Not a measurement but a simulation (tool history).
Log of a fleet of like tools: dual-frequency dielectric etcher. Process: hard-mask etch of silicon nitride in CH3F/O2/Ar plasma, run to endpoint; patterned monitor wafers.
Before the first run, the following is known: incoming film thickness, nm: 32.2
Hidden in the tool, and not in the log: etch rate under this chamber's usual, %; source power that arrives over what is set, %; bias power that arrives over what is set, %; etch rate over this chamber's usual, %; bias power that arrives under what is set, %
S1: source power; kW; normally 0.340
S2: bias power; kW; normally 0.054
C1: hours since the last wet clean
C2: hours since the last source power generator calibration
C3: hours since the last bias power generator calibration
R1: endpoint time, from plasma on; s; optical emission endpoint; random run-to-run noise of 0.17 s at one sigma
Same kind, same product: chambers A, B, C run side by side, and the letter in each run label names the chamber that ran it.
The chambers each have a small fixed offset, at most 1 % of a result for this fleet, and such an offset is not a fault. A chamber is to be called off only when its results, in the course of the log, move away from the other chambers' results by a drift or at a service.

run	hour	S1	S2	C1	C2	C3	R1
1A	7.4	0.340	0.054	298.3	493.5	2947.4	54.566
2C	13.5	0.340	0.054	32.5	1072.4	1976.0	54.128
3B	20.8	0.340	0.054	385.0	1689.8	1652.4	54.794
4A	27.4	0.340	0.054	318.3	513.5	2967.4	54.556
5C	32.6	0.340	0.054	51.6	1091.5	1995.1	54.503
6B	41.1	0.340	0.045	405.3	1710.1	1672.7	57.626
7C	47.1	0.340	0.045	66.1	1106.0	2009.6	57.440
8B	55.0	0.340	0.045	419.2	1724.0	1686.6	58.052
9A	60.0	0.340	0.054	350.9	546.1	3000.0	54.708
10C	65.4	0.340	0.054	84.4	1124.3	2027.9	54.456
11A	70.3	0.340	0.054	361.2	556.4	3010.3	55.138
12B	78.3	0.270	0.050	442.5	1747.3	1709.9	60.747
# hour 81.0: chamber B: wet clean of the chamber
13C	85.6	0.270	0.050	104.6	1144.5	2048.1	60.577
14B	93.2	0.270	0.050	12.3	1762.2	1724.8	60.816
15A	99.9	0.340	0.049	390.8	586.0	3039.9	56.855
16B	106.0	0.340	0.049	25.1	1775.0	1737.6	56.227
17A	111.4	0.340	0.049	402.3	597.5	3051.4	56.757
18C	121.5	0.340	0.054	140.5	1180.4	2084.0	54.154
19C	127.5	0.340	0.054	146.5	1186.4	2090.0	54.015
20A	137.0	0.410	0.054	427.9	623.1	3077.0	51.614
21B	146.5	0.410	0.054	65.6	1815.5	1778.1	50.882
22B	153.3	0.410	0.054	72.4	1822.3	1784.9	50.800
23A	157.9	0.340	0.050	448.8	644.0	3097.9	56.749
24C	166.5	0.340	0.050	185.5	1225.4	2129.0	55.536
25A	174.2	0.340	0.050	465.1	660.3	3114.2	57.084
26C	179.5	0.340	0.054	198.5	1238.4	2142.0	54.135

Each of the 3 chambers runs these same settings next. Fill in every chamber's results:
27A	186.9	0.340	0.054				?
27B	186.9	0.340	0.054				?
27C	186.9	0.340	0.054				?

run	R1
27A	55.950
27B	54.676
27C	54.385
